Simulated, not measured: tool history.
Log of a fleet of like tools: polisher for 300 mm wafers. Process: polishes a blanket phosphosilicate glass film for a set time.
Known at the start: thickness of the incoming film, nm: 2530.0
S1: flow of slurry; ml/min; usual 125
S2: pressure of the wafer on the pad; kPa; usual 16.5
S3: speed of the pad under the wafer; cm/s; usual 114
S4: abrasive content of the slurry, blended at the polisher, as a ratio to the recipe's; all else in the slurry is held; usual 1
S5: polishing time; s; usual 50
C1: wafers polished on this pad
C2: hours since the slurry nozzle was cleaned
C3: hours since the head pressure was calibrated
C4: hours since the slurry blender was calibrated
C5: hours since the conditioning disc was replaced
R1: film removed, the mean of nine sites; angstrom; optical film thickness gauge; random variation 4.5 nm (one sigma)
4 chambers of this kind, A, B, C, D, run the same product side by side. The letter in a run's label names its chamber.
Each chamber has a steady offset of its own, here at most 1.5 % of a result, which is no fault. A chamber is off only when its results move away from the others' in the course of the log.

At hour 3.6: chamber A: slurry blender recalibrated.
At hour 4.3: chamber B: conditioning disc replaced and pad reconditioned.
At hour 4.5: chamber D: worn pad replaced by a new one.
At hour 5.4: chamber D: slurry blender recalibrated.
Run 1B, hour 7.1: usual settings; C1 337; C2 399.7; C3 1038; C4 268.4; C5 2.8. Result: R1 3146.2 angstrom.
At hour 8.1: chamber C: slurry blender recalibrated.
Run 2D, hour 16.3: usual settings; C1 159; C2 725.8; C3 817.6; C4 10.9; C5 57.3. Result: R1 3187.5 angstrom.
Run 3C, hour 22.7: usual settings; C1 760; C2 167.5; C3 433; C4 14.7; C5 353.9. Result: R1 3127.8 angstrom.
Run 4A, hour 32.1: usual settings; C1 686; C2 375.8; C3 828.4; C4 28.5; C5 467.5. Result: R1 3180.8 angstrom.
At hour 32.9: chamber B: slurry blender recalibrated.
At hour 35.8: chamber C: worn pad replaced by a new one.
Run 5B, hour 40.9: usual settings; C1 793; C2 433.5; C3 1071.8; C4 8; C5 36.6. Result: R1 3086.4 angstrom.
At hour 43.6: chamber B: head pressure recalibrated.
Run 6C, hour 51.2: usual settings; C1 209; C2 196; C3 461.5; C4 43.2; C5 382.4. Result: R1 3176.3 angstrom.
Run 7A, hour 57: usual settings; C1 1023; C2 400.7; C3 853.3; C4 53.4; C5 492.4. Result: R1 3134 angstrom.
At hour 65.2: chamber D: worn pad replaced by a new one.
Run 8D, hour 67: usual settings; C1 25; C2 776.5; C3 868.3; C4 61.6; C5 108. Result: R1 3170.9 angstrom.
Run 9A, hour 76.7: usual settings; C1 1289; C2 420.4; C3 873; C4 73.1; C5 512.1. Result: R1 3139.1 angstrom.
At hour 80.4: chamber A: worn pad replaced by a new one.
Run 10C, hour 86.4: usual settings but S2 18.6 kPa, S3 134 cm/s; C1 684; C2 231.2; C3 496.7; C4 78.4; C5 417.6. Result: R1 4006.7 angstrom.
At hour 91.1: chamber A: conditioning disc replaced and pad reconditioned.
Run 11D, hour 93.2: usual settings but S2 18.6 kPa, S3 134 cm/s; C1 379; C2 802.7; C3 894.5; C4 87.8; C5 134.2. Result: R1 4051.8 angstrom.
Run 12B, hour 102.9: usual settings but S2 18.6 kPa, S3 134 cm/s; C1 1631; C2 495.5; C3 59.3; C4 70; C5 98.6. Result: R1 3910.4 angstrom.
At hour 106.5: chamber B: worn pad replaced by a new one.
At hour 107.1: chamber D: slurry blender recalibrated.
At hour 111.9: chamber C: worn pad replaced by a new one.
Run 13B, hour 112.6: usual settings but S2 18.6 kPa, S3 134 cm/s; C1 83; C2 505.2; C3 69; C4 79.7; C5 108.3. Result: R1 4094.9 angstrom.
Run 14D, hour 122.6: usual settings; C1 776; C2 832.1; C3 923.9; C4 15.5; C5 163.6. Result: R1 3152.6 angstrom.
Run 15A, hour 128.9: usual settings; C1 656; C2 472.6; C3 925.2; C4 125.3; C5 37.8. Result: R1 3160.7 angstrom.
Run 16C, hour 134.3: usual settings; C1 303; C2 279.1; C3 544.6; C4 126.3; C5 465.5. Result: R1 3156.2 angstrom.
At hour 136.6: chamber D: worn pad replaced by a new one.
Run 17D, hour 140.4: usual settings but S3 80 cm/s, S5 44 s; C1 51; C2 849.9; C3 941.7; C4 33.3; C5 181.4. Result: R1 2077.3 angstrom.
At hour 144.9: chamber C: conditioning disc replaced and pad reconditioned.
Run 18B, hour 146.3: usual settings but S3 80 cm/s, S5 44 s; C1 538; C2 538.9; C3 102.7; C4 113.4; C5 142. Result: R1 2088.4 angstrom.
Run 19A, hour 152.8: usual settings but S3 80 cm/s, S5 44 s; C1 979; C2 496.5; C3 949.1; C4 149.2; C5 61.7. Result: R1 2064.8 angstrom.
Run 20C, hour 162.4: usual settings but S3 80 cm/s, S5 44 s; C1 683; C2 307.2; C3 572.7; C4 154.4; C5 17.6. Result: R1 2083.3 angstrom.
Run 21C, hour 172.9: usual settings; C1 825; C2 317.7; C3 583.2; C4 164.9; C5 28.1. Result: R1 3097.3 angstrom.
At hour 179.4: chamber D: slurry nozzle cleaned.
Run 22B, hour 180: usual settings; C1 993; C2 572.6; C3 136.4; C4 147.1; C5 175.7. Result: R1 3186 angstrom.
At hour 183.8: chamber C: worn pad replaced by a new one.
At hour 184.4: chamber A: worn pad replaced by a new one.
Run 23D, hour 187.2: usual settings; C1 684; C2 7.8; C3 988.5; C4 80.1; C5 228.2. Result: R1 3183.6 angstrom.
Run 24A, hour 196.8: usual settings; C1 168; C2 540.5; C3 993.1; C4 193.2; C5 105.7. Result: R1 3021.9 angstrom.
At hour 197.4: chamber D: worn pad replaced by a new one.
Run 25D, hour 202.3: usual settings; C1 66; C2 22.9; C3 1003.6; C4 95.2; C5 243.3. Result: R1 3164.4 angstrom.
At hour 206.8: chamber D: slurry blender recalibrated.
Run 26B, hour 211.8: usual settings; C1 1423; C2 604.4; C3 168.2; C4 178.9; C5 207.5. Result: R1 3155.2 angstrom.
At hour 219.5: chamber B: worn pad replaced by a new one.
Run 27C, hour 222: usual settings but S2 20 kPa, S4 1.3; C1 516; C2 366.8; C3 632.3; C4 214; C5 77.2. Result: R1 4276.8 angstrom.
Run 28A, hour 229: usual settings but S2 20 kPa, S4 1.3; C1 603; C2 572.7; C3 1025.3; C4 225.4; C5 137.9. Result: R1 4058.6 angstrom.
Run 29B, hour 237.6: usual settings but S2 20 kPa, S4 1.3; C1 245; C2 630.2; C3 194; C4 204.7; C5 233.3. Result: R1 4290.7 angstrom.
At hour 239.9: chamber A: slurry blender recalibrated.
At hour 243.5: chamber C: worn pad replaced by a new one.
Run 30C, hour 247.7: usual settings but S2 20 kPa, S4 1.3; C1 57; C2 392.5; C3 658; C4 239.7; C5 102.9. Result: R1 4277.5 angstrom.
At hour 248: chamber D: conditioning disc replaced and pad reconditioned.
Run 31D, hour 253.5: usual settings; C1 758; C2 74.1; C3 1054.8; C4 46.8; C5 5.5. Result: R1 3176.2 angstrom.
Run 32A, hour 259.3: usual settings; C1 1012; C2 603; C3 1055.6; C4 19.5; C5 168.2. Result: R1 2967.3 angstrom.
Run 33C, hour 264.7: usual settings; C1 287; C2 409.5; C3 675; C4 256.7; C5 119.9. Result: R1 3143.7 angstrom.
At hour 265.8: chamber D: worn pad replaced by a new one.
Run 34A, hour 273.5: usual settings; C1 1204; C2 617.2; C3 1069.8; C4 33.7; C5 182.4. Result: R1 2945.1 angstrom.
Run 35B, hour 283.7: usual settings; C1 868; C2 676.3; C3 240.1; C4 250.8; C5 279.4. Result: R1 3186.4 angstrom.
At hour 287.8: chamber A: worn pad replaced by a new one.
Run 36D, hour 291.7: usual settings; C1 350; C2 112.3; C3 1093; C4 85; C5 43.7. Result: R1 3155.6 angstrom.
Run 37C, hour 298.1: usual settings; C1 738; C2 442.9; C3 708.4; C4 290.1; C5 153.3. Result: R1 3107.3 angstrom.
Run 38D, hour 305.1: usual settings; C1 531; C2 125.7; C3 1106.4; C4 98.4; C5 57.1. Result: R1 3183.4 angstrom.
At hour 306.6: chamber C: worn pad replaced by a new one.
Run 39B, hour 312.1: usual settings but S1 110 ml/min; C1 1252; C2 704.7; C3 268.5; C4 279.2; C5 307.8. Result: R1 3044.5 angstrom.
At hour 312.7: chamber D: slurry blender recalibrated.
At hour 317.8: chamber D: head pressure recalibrated.
At hour 320.1: chamber B: slurry blender recalibrated.
Run 40A, hour 320.9: usual settings but S1 110 ml/min; C1 448; C2 664.6; C3 1117.2; C4 81.1; C5 229.8. Result: R1 2874.5 angstrom.
Run 41D, hour 330.1: usual settings but S1 110 ml/min; C1 869; C2 150.7; C3 12.3; C4 17.4; C5 82.1. Result: R1 3101.8 angstrom.
Run 42B, hour 335.9: usual settings but S1 110 ml/min; C1 1573; C2 728.5; C3 292.3; C4 15.8; C5 331.6. Result: R1 3105.4 angstrom.
Run 43A, hour 341.1: usual settings; C1 721; C2 684.8; C3 1137.4; C4 101.3; C5 250. Result: R1 2799.8 angstrom.
Run 44C, hour 348.7: usual settings; C1 570; C2 493.5; C3 759; C4 340.7; C5 203.9. Result: R1 3130.7 angstrom.

All 4 chambers run these settings next. Forecast each chamber's results:
Run 45A, hour 356.4: usual settings but S1 85 ml/min. Result: R1 ?.
Run 45B, hour 356.4: usual settings but S1 85 ml/min. Result: R1 ?.
Run 45C, hour 356.4: usual settings but S1 85 ml/min. Result: R1 ?.
Run 45D, hour 356.4: usual settings but S1 85 ml/min. Result: R1 ?.

run      R1
45A  2433.7
45B  2848.6
45C  2799.5
45D  2877.6
